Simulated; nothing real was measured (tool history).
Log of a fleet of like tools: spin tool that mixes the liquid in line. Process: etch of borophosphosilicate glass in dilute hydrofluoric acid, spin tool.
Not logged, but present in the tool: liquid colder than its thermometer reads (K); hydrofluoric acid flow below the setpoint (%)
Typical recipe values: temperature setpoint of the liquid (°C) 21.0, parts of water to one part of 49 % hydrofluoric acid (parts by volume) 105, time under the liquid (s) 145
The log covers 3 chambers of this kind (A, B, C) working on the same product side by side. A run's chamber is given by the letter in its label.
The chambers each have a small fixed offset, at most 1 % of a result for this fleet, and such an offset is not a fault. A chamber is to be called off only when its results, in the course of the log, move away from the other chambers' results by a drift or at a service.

| run | hour | temperature setpoint of the liquid (°C) | parts of water to one part of 49 % hydrofluoric acid (parts by volume) | time under the liquid (s) | hours since the thermometer was replaced | hours since the hydrofluoric acid flow meter was replaced | read-back film thickness of the borophosphosilicate glass reference wafer, read on the same gauge (nm) | thickness taken off the borophosphosilicate glass on a monitor wafer (Å) |
|---|---|---|---|---|---|---|---|---|
| 1C | 12.7 | 21.0 | 105 | 145 | 177.6 | 1241.4 | 99.982 | 414.54 |
| 2B | 23.0 | 21.0 | 105 | 145 | 89.3 | 573.5 | 100.010 | 417.74 |
| 3A | 31.0 | 21.0 | 105 | 145 | 221.8 | 1169.1 | 99.995 | 417.01 |
| 4C | 36.8 | 21.0 | 105 | 145 | 201.7 | 1265.5 | 100.040 | 421.28 |
| 5B | 43.3 | 25.0 | 105 | 145 | 109.6 | 593.8 | 100.010 | 495.88 |
| 6A | 52.6 | 25.0 | 105 | 145 | 243.4 | 1190.7 | 99.995 | 488.11 |
| 7A | 65.2 | 25.0 | 105 | 145 | 256.0 | 1203.3 | 100.010 | 486.54 |
| 8B | 76.0 | 21.0 | 105 | 145 | 142.3 | 626.5 | 99.997 | 412.87 |
| 9C | 85.6 | 21.0 | 105 | 145 | 250.5 | 1314.3 | 99.989 | 410.95 |
| 10C | 91.2 | 21.0 | 105 | 145 | 256.1 | 1319.9 | 99.980 | 419.34 |
| 11B | 99.2 | 21.0 | 105 | 145 | 165.5 | 649.7 | 99.992 | 420.26 |
|  | 106.2 | chamber A: hydrofluoric acid flow meter replaced |
| 12A | 107.3 | 21.0 | 120 | 145 | 298.1 | 1.2 | 100.010 | 360.87 |
| 13A | 118.4 | 21.0 | 120 | 145 | 309.2 | 12.3 | 100.010 | 358.76 |
| 14B | 128.2 | 21.0 | 120 | 145 | 194.5 | 678.7 | 99.992 | 358.83 |
| 15C | 136.5 | 21.0 | 105 | 145 | 301.4 | 1365.2 | 99.988 | 414.71 |
| 16C | 143.8 | 21.0 | 105 | 145 | 308.7 | 1372.5 | 100.010 | 399.59 |
| 17B | 152.5 | 25.0 | 105 | 145 | 218.8 | 703.0 | 99.983 | 486.22 |
| 18A | 161.9 | 25.0 | 105 | 145 | 352.7 | 55.8 | 99.992 | 501.24 |
| 19B | 170.2 | 25.0 | 105 | 145 | 236.5 | 720.7 | 100.020 | 481.11 |
| 20A | 180.5 | 21.0 | 105 | 145 | 371.3 | 74.4 | 99.991 | 420.16 |
| 21C | 191.2 | 21.0 | 105 | 145 | 356.1 | 1419.9 | 100.020 | 403.58 |
| 22C | 202.5 | 21.0 | 105 | 145 | 367.4 | 1431.2 | 99.995 | 399.95 |
| 23B | 208.8 | 21.0 | 105 | 145 | 275.1 | 759.3 | 100.010 | 415.86 |
| 24A | 221.6 | 21.0 | 105 | 145 | 412.4 | 115.5 | 99.995 | 421.26 |
| 25A | 229.9 | 21.0 | 105 | 145 | 420.7 | 123.8 | 99.994 | 408.80 |
| 26C | 239.3 | 21.0 | 105 | 145 | 404.2 | 1468.0 | 99.995 | 400.38 |
| 27B | 248.8 | 21.0 | 105 | 145 | 315.1 | 799.3 | 100.010 | 423.29 |
| 28A | 256.7 | 21.0 | 105 | 145 | 447.5 | 150.6 | 100.020 | 411.71 |
| 29B | 265.4 | 21.0 | 105 | 145 | 331.7 | 815.9 | 100.010 | 417.59 |
| 30C | 274.3 | 21.0 | 105 | 145 | 439.2 | 1503.0 | 100.020 | 400.86 |
| 31A | 283.2 | 21.0 | 105 | 145 | 474.0 | 177.1 | 99.982 | 421.09 |
| 32C | 289.1 | 21.0 | 105 | 145 | 454.0 | 1517.8 | 100.020 | 390.17 |
| 33B | 295.5 | 21.0 | 105 | 145 | 361.8 | 846.0 | 100.000 | 422.15 |
| 34B | 308.1 | 21.0 | 105 | 145 | 374.4 | 858.6 | 99.958 | 415.42 |
| 35C | 317.2 | 21.0 | 105 | 145 | 482.1 | 1545.9 | 100.010 | 385.00 |
| 36A | 326.6 | 18.5 | 105 | 145 | 517.4 | 220.5 | 100.010 | 380.02 |
| 37C | 334.8 | 18.5 | 105 | 145 | 499.7 | 1563.5 | 99.967 | 349.87 |
| 38B | 341.5 | 18.5 | 105 | 145 | 407.8 | 892.0 | 99.994 | 382.64 |

Is one chamber off against the others, does the gauge drift, or is nothing wrong? If a chamber is off, say which, and what the likeliest cause is.

Little by little, chamber C moves away from the other chambers.
What lies behind it: hydrofluoric acid flow below the setpoint (%) = 8.25.
Not necessarily distinguishable in this log from: liquid colder than its thermometer reads (K).

Here are 4 candidates for chamber C's next run, each the usual settings with a change, their results left as question marks. Which one brings its results back in line with what the others give on the usual settings?
A result is in line if it is within this distance of the other chambers' mean on the usual settings: thickness taken off the borophosphosilicate glass on a monitor wafer (Å) 14.00
| 39C-1 | 350.7 | 21.0 | 100 | 150 |  |  |  | ? |
| 39C-2 | 350.7 | 21.0 | 105 | 150 |  |  |  | ? |
| 39C-3 | 350.7 | 21.0 | 115 | 145 |  |  |  | ? |
| 39C-4 | 350.7 | 21.0 | 105 | 140 |  |  |  | ? |

Average result of the remaining chambers running the usual settings: thickness taken off the borophosphosilicate glass on a monitor wafer (Å) 418.38
| run | thickness taken off the borophosphosilicate glass on a monitor wafer (Å) |
|---|---|
| 39C-1 | 416.10 |
| 39C-2 | 394.19 |
| 39C-3 | 344.26 |
| 39C-4 | 367.91 |
The answer is 39C-1, which returns the chamber to within the allowed miss of the others.
